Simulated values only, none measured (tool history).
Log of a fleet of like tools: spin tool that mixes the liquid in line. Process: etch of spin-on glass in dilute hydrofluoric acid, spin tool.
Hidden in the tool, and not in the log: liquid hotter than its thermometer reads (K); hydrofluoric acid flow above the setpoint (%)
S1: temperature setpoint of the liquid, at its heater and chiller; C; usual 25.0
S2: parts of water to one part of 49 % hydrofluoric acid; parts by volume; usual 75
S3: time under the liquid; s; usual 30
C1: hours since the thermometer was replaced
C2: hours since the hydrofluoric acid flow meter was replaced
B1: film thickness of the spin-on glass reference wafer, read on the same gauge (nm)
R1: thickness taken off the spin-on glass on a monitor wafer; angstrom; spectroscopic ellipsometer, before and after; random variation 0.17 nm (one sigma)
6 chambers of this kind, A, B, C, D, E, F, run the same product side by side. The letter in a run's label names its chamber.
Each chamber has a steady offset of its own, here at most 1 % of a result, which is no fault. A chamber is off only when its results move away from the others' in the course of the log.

{"run": "1C", "hour": 14.2, "S1": 25.0, "S2": 75, "S3": 30, "C1": 337.7, "C2": 729.4, "B1": 120.0, "R1": 201.12}
{"run": "2B", "hour": 25.4, "S1": 25.0, "S2": 75, "S3": 30, "C1": 1373.9, "C2": 632.1, "B1": 120.02, "R1": 203.21}
{"run": "3F", "hour": 35.4, "S1": 25.0, "S2": 75, "S3": 30, "C1": 151.6, "C2": 1232.5, "B1": 120.04, "R1": 206.75}
{"run": "4A", "hour": 47.6, "S1": 25.0, "S2": 75, "S3": 30, "C1": 286.1, "C2": 555.1, "B1": 119.97, "R1": 206.2}
{"run": "5D", "hour": 57.1, "S1": 25.0, "S2": 75, "S3": 30, "C1": 1394.1, "C2": 1003.2, "B1": 119.98, "R1": 204.71}
{"run": "6E", "hour": 65.2, "S1": 25.0, "S2": 75, "S3": 30, "C1": 180.2, "C2": 816.9, "B1": 120.04, "R1": 206.63}
{"run": "7D", "hour": 78.3, "S1": 25.0, "S2": 40, "S3": 15, "C1": 1415.3, "C2": 1024.4, "B1": 120.0, "R1": 198.79}
{"run": "8A", "hour": 85.9, "S1": 25.0, "S2": 40, "S3": 15, "C1": 324.4, "C2": 593.4, "B1": 120.04, "R1": 202.61}
{"run": "9F", "hour": 98.6, "S1": 25.0, "S2": 40, "S3": 15, "C1": 214.8, "C2": 1295.7, "B1": 119.99, "R1": 196.03}
{"run": "10E", "hour": 107.0, "S1": 25.0, "S2": 40, "S3": 15, "C1": 222.0, "C2": 858.7, "B1": 120.0, "R1": 199.82}
{"run": "11B", "hour": 120.1, "S1": 25.0, "S2": 40, "S3": 15, "C1": 1468.6, "C2": 726.8, "B1": 120.0, "R1": 201.93}
{"run": "12C", "hour": 127.5, "S1": 25.0, "S2": 40, "S3": 15, "C1": 451.0, "C2": 842.7, "B1": 120.02, "R1": 198.38}
{"run": "13B", "hour": 138.9, "S1": 25.0, "S2": 75, "S3": 30, "C1": 1487.4, "C2": 745.6, "B1": 120.0, "R1": 203.89}
{"run": "14D", "hour": 147.6, "S1": 25.0, "S2": 75, "S3": 30, "C1": 1484.6, "C2": 1093.7, "B1": 120.0, "R1": 208.12}
{"run": "15F", "hour": 156.3, "S1": 25.0, "S2": 75, "S3": 30, "C1": 272.5, "C2": 1353.4, "B1": 120.04, "R1": 205.0}
{"run": "16E", "hour": 168.8, "S1": 25.0, "S2": 75, "S3": 30, "C1": 283.8, "C2": 920.5, "B1": 119.99, "R1": 206.4}
{"run": "17C", "hour": 181.3, "S1": 25.0, "S2": 75, "S3": 30, "C1": 504.8, "C2": 896.5, "B1": 120.01, "R1": 205.02}
{"run": "18A", "hour": 193.8, "S1": 25.0, "S2": 75, "S3": 30, "C1": 432.3, "C2": 701.3, "B1": 119.98, "R1": 207.18}
{"run": "19B", "hour": 207.2, "S1": 25.0, "S2": 75, "S3": 30, "C1": 1555.7, "C2": 813.9, "B1": 120.03, "R1": 206.72}
{"run": "20E", "hour": 214.0, "S1": 25.0, "S2": 75, "S3": 30, "C1": 329.0, "C2": 965.7, "B1": 119.97, "R1": 204.54}
{"run": "21D", "hour": 226.7, "S1": 25.0, "S2": 75, "S3": 30, "C1": 1563.7, "C2": 1172.8, "B1": 120.0, "R1": 205.06}
{"run": "22F", "hour": 234.7, "S1": 25.0, "S2": 75, "S3": 30, "C1": 350.9, "C2": 1431.8, "B1": 119.98, "R1": 203.22}
{"run": "23A", "hour": 243.5, "S1": 25.0, "S2": 75, "S3": 30, "C1": 482.0, "C2": 751.0, "B1": 120.06, "R1": 205.23}
{"run": "24C", "hour": 252.6, "S1": 25.0, "S2": 75, "S3": 30, "C1": 576.1, "C2": 967.8, "B1": 119.99, "R1": 205.07}
{"run": "25B", "hour": 265.4, "S1": 25.0, "S2": 75, "S3": 30, "C1": 1613.9, "C2": 872.1, "B1": 120.03, "R1": 210.32}
{"run": "26D", "hour": 273.9, "S1": 25.0, "S2": 75, "S3": 30, "C1": 1610.9, "C2": 1220.0, "B1": 120.04, "R1": 204.13}
{"run": "27E", "hour": 286.0, "S1": 20.5, "S2": 110, "S3": 30, "C1": 401.0, "C2": 1037.7, "B1": 119.98, "R1": 112.99}
{"run": "28F", "hour": 296.5, "S1": 20.5, "S2": 110, "S3": 30, "C1": 412.7, "C2": 1493.6, "B1": 120.0, "R1": 112.76}
{"run": "29C", "hour": 309.2, "S1": 20.5, "S2": 110, "S3": 30, "C1": 632.7, "C2": 1024.4, "B1": 120.04, "R1": 110.09}
{"run": "30A", "hour": 322.2, "S1": 20.5, "S2": 110, "S3": 30, "C1": 560.7, "C2": 829.7, "B1": 120.01, "R1": 111.95}
{"run": "31B", "hour": 335.7, "S1": 20.5, "S2": 110, "S3": 30, "C1": 1684.2, "C2": 942.4, "B1": 119.98, "R1": 115.63}
{"run": "32E", "hour": 343.6, "S1": 20.5, "S2": 110, "S3": 30, "C1": 458.6, "C2": 1095.3, "B1": 119.99, "R1": 112.08}
{"run": "33F", "hour": 352.4, "S1": 25.0, "S2": 75, "S3": 30, "C1": 468.6, "C2": 1549.5, "B1": 120.01, "R1": 205.75}
{"run": "34D", "hour": 366.9, "S1": 25.0, "S2": 75, "S3": 30, "C1": 1703.9, "C2": 1313.0, "B1": 120.01, "R1": 203.41}
{"hour": 373.9, "done": "chamber C: thermometer replaced"}
{"run": "35C", "hour": 376.6, "S1": 25.0, "S2": 75, "S3": 15, "C1": 2.7, "C2": 1091.8, "B1": 119.97, "R1": 102.91}
{"run": "36A", "hour": 390.4, "S1": 25.0, "S2": 75, "S3": 15, "C1": 628.9, "C2": 897.9, "B1": 120.02, "R1": 102.86}
{"run": "37C", "hour": 403.6, "S1": 25.0, "S2": 75, "S3": 15, "C1": 29.7, "C2": 1118.8, "B1": 120.0, "R1": 101.17}
{"run": "38D", "hour": 416.7, "S1": 25.0, "S2": 75, "S3": 15, "C1": 1753.7, "C2": 1362.8, "B1": 120.01, "R1": 103.54}
{"run": "39E", "hour": 426.1, "S1": 25.0, "S2": 75, "S3": 15, "C1": 541.1, "C2": 1177.8, "B1": 119.99, "R1": 103.25}
{"run": "40B", "hour": 436.7, "S1": 25.0, "S2": 75, "S3": 15, "C1": 1785.2, "C2": 1043.4, "B1": 119.96, "R1": 108.46}

What goes on in this fleet: one chamber off, a drifting gauge, or nothing beyond the chambers' own small offsets? Name the chamber and the cause, if any.

Chamber B drifts away from the others.
Cause: hydrofluoric acid flow above the setpoint (%) = 4.77.
The log may not tell that from: liquid hotter than its thermometer reads (K).

Here are 4 candidates for chamber B's next run, each the usual settings with a change, their results left as question marks. Which one brings its results back in line with what the others give on the usual settings?
In line means no further than this from the other chambers' mean on the usual settings: R1 5.90 angstrom
{"run": "41B-1", "hour": 447.0, "S1": 24.5, "S2": 80, "S3": 30, "R1": "?"}
{"run": "41B-2", "hour": 447.0, "S1": 24.0, "S2": 75, "S3": 30, "R1": "?"}
{"run": "41B-3", "hour": 447.0, "S1": 26.0, "S2": 75, "S3": 30, "R1": "?"}
{"run": "41B-4", "hour": 447.0, "S1": 27.5, "S2": 75, "S3": 30, "R1": "?"}

The other chambers' mean on the usual settings: R1 205.29 angstrom
run=41B-1 R1=195.95
run=41B-2 R1=205.98
run=41B-3 R1=223.44
run=41B-4 R1=237.26
41B-2 brings the chamber back in line.
